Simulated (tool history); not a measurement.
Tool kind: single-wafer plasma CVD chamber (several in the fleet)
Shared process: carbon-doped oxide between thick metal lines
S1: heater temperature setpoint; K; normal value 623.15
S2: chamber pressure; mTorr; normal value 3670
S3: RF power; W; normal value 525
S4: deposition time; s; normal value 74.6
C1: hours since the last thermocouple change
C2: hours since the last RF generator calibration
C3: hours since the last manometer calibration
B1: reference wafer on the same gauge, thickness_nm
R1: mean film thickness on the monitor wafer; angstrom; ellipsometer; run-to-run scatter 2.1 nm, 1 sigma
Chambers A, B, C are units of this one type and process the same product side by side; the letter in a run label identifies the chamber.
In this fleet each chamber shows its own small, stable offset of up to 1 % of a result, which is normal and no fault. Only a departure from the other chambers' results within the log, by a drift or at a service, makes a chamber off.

run	hour	S1	S2	S3	S4	C1	C2	C3	B1	R1
1B	10	623.15	3670	525	74.6	272.5	1680.5	857.7	386.22	3697.2
2C	20.3	623.15	3670	525	74.6	1499.5	631.2	2670.8	387.42	3669.4
3A	30.3	623.15	3670	525	74.6	1072.8	293.4	191	386.74	3684.8
4A	35.2	623.15	3670	525	74.6	1077.7	298.3	195.9	386.97	3677
5C	42.1	623.15	3670	525	74.6	1521.3	653	2692.6	386.83	3741.9
6B	49.8	623.15	3670	525	74.6	312.3	1720.3	897.5	386.64	3697.6
7C	59.6	623.15	4300	525	85.3	1538.8	670.5	2710.1	387.31	4320.4
8B	65.6	623.15	4300	525	85.3	328.1	1736.1	913.3	387.04	4295
9A	76.1	623.15	4300	525	85.3	1118.6	339.2	236.8	386.88	4324.8
10B	85.3	623.15	3670	525	74.6	347.8	1755.8	933	386.97	3721.9
11A	95.6	623.15	3670	525	74.6	1138.1	358.7	256.3	387.12	3690.3
12C	102.2	623.15	3670	525	74.6	1581.4	713.1	2752.7	387.44	3753
13B	111.3	623.15	3670	525	74.6	373.8	1781.8	959	387.17	3749.4
14C	121.4	623.15	3670	525	74.6	1600.6	732.3	2771.9	387.43	3729.1
15A	127.8	623.15	3670	525	74.6	1170.3	390.9	288.5	386.88	3667.2
16A	137.5	623.15	3670	525	74.6	1180	400.6	298.2	387.01	3594.5
# hour 140.9: chamber C: thermocouple changed; heater temperature recalibrated
17B	147.3	623.15	3670	525	74.6	409.8	1817.8	995	386.2	3722
# hour 153.9: chamber C: capacitance manometer re-zeroed and calibrated
18C	156.1	623.15	3670	525	74.6	15.2	767	2.3	386.77	3681.1
19C	164.1	623.15	3670	525	74.6	23.2	775	10.3	386.53	3719.6
20A	171.4	623.15	3670	525	74.6	1213.9	434.5	332.1	387.27	3630.8
21B	182	623.15	3670	525	74.6	444.5	1852.5	1029.7	386.39	3690.5
22C	190.1	623.15	3670	525	74.6	49.2	801	36.3	386.52	3752.1
23A	197.1	623.15	3670	525	74.6	1239.6	460.2	357.8	387.16	3607.4
24B	205.1	623.15	3670	525	74.6	467.6	1875.6	1052.8	387.15	3709.1
25A	215.3	623.15	3670	525	74.6	1257.8	478.4	376	387.3	3559.8
26C	225.4	623.15	3670	525	74.6	84.5	836.3	71.6	387.15	3773.5
27B	231.3	623.15	3670	525	74.6	493.8	1901.8	1079	387.1	3669.1
28B	241.7	623.15	3670	525	74.6	504.2	1912.2	1089.4	387.15	3707.7
29A	246.8	623.15	3670	525	74.6	1289.3	509.9	407.5	386.93	3608.3
30C	257.8	623.15	3670	525	74.6	116.9	868.7	104	387.27	3734.7
31B	267.6	623.15	3670	525	74.6	530.1	1938.1	1115.3	387.05	3689.6
32C	275.2	623.15	3670	525	74.6	134.3	886.1	121.4	386.85	3722.1
33A	283.9	623.15	3670	525	74.6	1326.4	547	444.6	386.32	3596.6
34B	294.4	623.15	3670	525	74.6	556.9	1964.9	1142.1	386.47	3740
35C	303.5	623.15	3670	525	74.6	162.6	914.4	149.7	387.37	3727.3
36A	312.4	623.15	3670	525	74.6	1354.9	575.5	473.1	387.42	3553.4
37B	317.5	623.15	3670	525	74.6	580	1988	1165.2	386.96	3762.6
38A	326.4	623.15	3670	525	74.6	1368.9	589.5	487.1	387.23	3576.2

Has any chamber moved away from the others, gradually or after a service, or does the common gauge drift, or do the chambers differ only by their own small steady offsets? State the chamber and the most likely cause if one applies.

It is chamber A that slowly wanders off from its peers.
Most likely cause: delivered RF power below the setpoint (%) = 6.04.

Below are 4 candidate recipes for chamber A's next run, each the usual settings with a change, their results shown as question marks. Which of them brings A's results back in line with what the other chambers give on the usual settings?
Allowed miss from the other chambers' usual-settings mean, per result, to count as in line: R1 75 angstrom
39A-1	334.3	623.15	3670	515	72.1					?
39A-2	334.3	623.15	3670	525	73.8					?
39A-3	334.3	623.15	3670	535	74.6					?
39A-4	334.3	623.15	3700	525	78					?

Mean of the other chambers on the usual settings: R1 3720.5 angstrom
run	R1
39A-1	3373.2
39A-2	3493.9
39A-3	3573.1
39A-4	3695.1
The right change is 39A-4: it brings the chamber back within the allowed miss of the others.
